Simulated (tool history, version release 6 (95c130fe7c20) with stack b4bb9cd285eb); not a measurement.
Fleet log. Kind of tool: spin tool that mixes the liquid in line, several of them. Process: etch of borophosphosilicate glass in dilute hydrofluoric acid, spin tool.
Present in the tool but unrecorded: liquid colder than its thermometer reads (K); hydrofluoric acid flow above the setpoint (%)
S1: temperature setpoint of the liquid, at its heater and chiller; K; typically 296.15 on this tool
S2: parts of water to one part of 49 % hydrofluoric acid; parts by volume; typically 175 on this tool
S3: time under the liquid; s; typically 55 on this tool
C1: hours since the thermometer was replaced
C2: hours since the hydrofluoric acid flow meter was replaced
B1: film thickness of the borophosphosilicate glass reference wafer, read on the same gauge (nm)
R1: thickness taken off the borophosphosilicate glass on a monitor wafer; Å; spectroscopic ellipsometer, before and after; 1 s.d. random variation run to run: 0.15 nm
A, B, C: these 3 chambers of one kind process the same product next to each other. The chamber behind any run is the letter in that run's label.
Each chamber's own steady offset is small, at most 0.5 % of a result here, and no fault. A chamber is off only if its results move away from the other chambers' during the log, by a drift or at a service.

run   hour      S1   S2  S3      C1      C2      B1      R1
 1C   12.5  296.15  175  55  1051.4   289.4  119.99  192.85
 2B   19.8  296.15  175  55   287.1   387.9  120.03  197.16
 3A   28.3  296.15  175  55  2051.5    1207  119.96   200.3
 4A   42.4  296.15  175  55  2065.6  1221.1  119.98  198.93
 5B     57  296.15  175  55   324.3   425.1  120.02  197.76
 6C   71.9  296.15  175  55  1110.8   348.8  119.98  198.37
 7C   79.2  296.15  175  55  1118.1   356.1  119.95  196.31
 8A   86.6  296.15  175  55  2109.8  1265.3  120.01  197.32
 9B   99.3  296.15  175  55   366.6   467.4  120.01  199.55
10A  114.5  296.15  175  55  2137.7  1293.2     120  198.85
11C  123.6  296.15  175  55  1162.5   400.5  119.98   194.2
12B  131.9  296.15  175  55   399.2     500  120.01  198.11
13A    147  296.15  175  55  2170.2  1325.7     120  197.19
14B  162.1  296.15  175  55   429.4   530.2     120   197.9
15C  172.2  296.15  175  55  1211.1   449.1  120.06  198.85
16A  184.2  296.15  175  55  2207.4  1362.9     120  200.13
17C    199  292.65  175  80  1237.9   475.9     120  248.27
18B  207.7  292.65  175  80     475   575.8     120  246.73
19B  222.8  292.65  175  80   490.1   590.9  120.01   244.4
20C  229.6  296.15  175  55  1268.5   506.5  120.02   196.1
21A  236.6  296.15  175  55  2259.8  1415.3     120  196.89
22C  247.2  296.15  210  55  1286.1   524.1  120.01  154.49
23B  259.1  296.15  210  55   526.4   627.2  120.01  154.12
24A  268.9  296.15  210  55  2292.1  1447.6     120  159.46
     276.1  -- chamber A: thermometer replaced
25A  279.7  296.15  175  55     3.7  1458.4  120.02  199.66
26C  291.2  296.15  175  55  1330.1   568.1  119.97  191.88
27B    304  296.15  175  55   571.3   672.1  119.98   188.2
28B  312.7  296.15  175  55     580   680.8  119.99   188.5
29C  323.1  296.15  175  55    1362     600  120.01  194.79
30A  334.6  296.15  250  55    58.6  1513.3  120.01  127.57
31A  341.2  296.15  250  55    65.2  1519.9  119.96  129.08
32C  350.5  296.15  250  55  1389.4   627.4  119.99  125.04
33B  363.6  296.15  175  55   630.9   731.7     120  184.38
34A  376.3  296.15  175  55   100.3    1555     120  198.97
35B  388.2  296.15  175  55   655.5   756.3  120.03  183.56
36C  401.5  294.15  175  55  1440.4   678.4  120.01  180.43

The same settings go to every chamber for the next run, one line per chamber below. Forecast the results for each:
37A  412.5  296.15  175  75               ?
37B  412.5  296.15  175  75               ?
37C  412.5  296.15  175  75               ?

run      R1
37A  268.52
37B  248.47
37C  267.61

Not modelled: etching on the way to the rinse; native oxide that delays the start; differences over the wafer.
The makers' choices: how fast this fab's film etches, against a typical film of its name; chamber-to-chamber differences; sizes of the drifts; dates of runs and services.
